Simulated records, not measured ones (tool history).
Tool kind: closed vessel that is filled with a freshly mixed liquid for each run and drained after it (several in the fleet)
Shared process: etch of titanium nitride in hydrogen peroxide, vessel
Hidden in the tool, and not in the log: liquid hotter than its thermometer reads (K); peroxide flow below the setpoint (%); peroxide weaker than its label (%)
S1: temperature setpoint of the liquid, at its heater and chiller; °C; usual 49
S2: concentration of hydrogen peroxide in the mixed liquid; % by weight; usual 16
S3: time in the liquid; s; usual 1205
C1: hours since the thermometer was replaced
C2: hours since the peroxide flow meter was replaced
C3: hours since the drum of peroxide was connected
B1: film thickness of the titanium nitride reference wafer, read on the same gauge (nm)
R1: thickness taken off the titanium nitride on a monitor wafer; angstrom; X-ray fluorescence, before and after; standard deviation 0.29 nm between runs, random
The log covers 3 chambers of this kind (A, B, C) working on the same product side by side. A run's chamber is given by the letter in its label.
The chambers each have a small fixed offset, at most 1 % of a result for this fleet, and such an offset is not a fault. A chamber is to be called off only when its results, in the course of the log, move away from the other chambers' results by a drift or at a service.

run 1B day=0.492 | S1=49 S2=16 S3=1205 | C1=1215.7 C2=274.1 C3=446.2 | B1=60.026 | R1=332.21
run 2C day=1.029 | S1=49 S2=16 S3=1205 | C1=741 C2=629.5 C3=245.6 | B1=60.026 | R1=334.16
run 3A day=1.571 | S1=49 S2=16 S3=1205 | C1=40.7 C2=495.1 C3=199.9 | B1=59.995 | R1=333.94
run 4A day=1.967 | S1=49 S2=16 S3=1205 | C1=50.2 C2=504.6 C3=209.4 | B1=59.995 | R1=338.89
run 5C day=2.325 | S1=49 S2=16 S3=1205 | C1=772.1 C2=660.6 C3=276.7 | B1=59.98 | R1=330.69
run 6B day=2.862 | S1=49 S2=16 S3=1205 | C1=1272.6 C2=331 C3=503.1 | B1=59.995 | R1=338.97
run 7B day=3.321 | S1=49 S2=16 S3=1205 | C1=1283.6 C2=342 C3=514.1 | B1=60.025 | R1=337.45
run 8C day=3.796 | S1=49 S2=19.5 S3=1440 | C1=807.4 C2=695.9 C3=312 | B1=60.029 | R1=418.58
run 9A day=4.158 | S1=49 S2=19.5 S3=1440 | C1=102.8 C2=557.2 C3=262 | B1=59.987 | R1=419.44
run 10B day=4.704 | S1=49 S2=19.5 S3=1440 | C1=1316.8 C2=375.2 C3=547.3 | B1=60.003 | R1=413.88
run 11C day=5.021 | S1=49 S2=16 S3=1205 | C1=836.8 C2=725.3 C3=341.4 | B1=59.999 | R1=342.58
run 12A day=5.421 | S1=49 S2=16 S3=1205 | C1=133.1 C2=587.5 C3=292.3 | B1=60.009 | R1=341.07
run 13C day=5.85 | S1=49 S2=16 S3=1205 | C1=856.7 C2=745.2 C3=361.3 | B1=59.988 | R1=351.78
run 14B day=6.296 | S1=49 S2=12 S3=1495 | C1=1355 C2=413.4 C3=585.5 | B1=60.016 | R1=387.21
run 15A day=6.654 | S1=49 S2=12 S3=1495 | C1=162.7 C2=617.1 C3=321.9 | B1=60.003 | R1=397.02
run 16A day=7.146 | S1=49 S2=12 S3=1495 | C1=174.5 C2=628.9 C3=333.7 | B1=60.019 | R1=393.12
run 17B day=7.396 | S1=44 S2=16 S3=665 | C1=1381.4 C2=439.8 C3=611.9 | B1=60.006 | R1=127.09
run 18C day=7.758 | S1=44 S2=16 S3=665 | C1=902.5 C2=791 C3=407.1 | B1=59.983 | R1=138.92
run 19A day=8.025 | S1=44 S2=16 S3=665 | C1=195.6 C2=650 C3=354.8 | B1=59.99 | R1=127.45
run 20B day=8.45 | S1=49 S2=13 S3=1205 | C1=1406.7 C2=465.1 C3=637.2 | B1=59.987 | R1=319.8

Predict what each chamber gives when all 3 of them run the settings below next.
run 21A day=8.846 | S1=49 S2=16 S3=925 | R1=?
run 21B day=8.846 | S1=49 S2=16 S3=925 | R1=?
run 21C day=8.846 | S1=49 S2=16 S3=925 | R1=?

run=21A R1=259.88
run=21B R1=258.4
run=21C R1=283.43
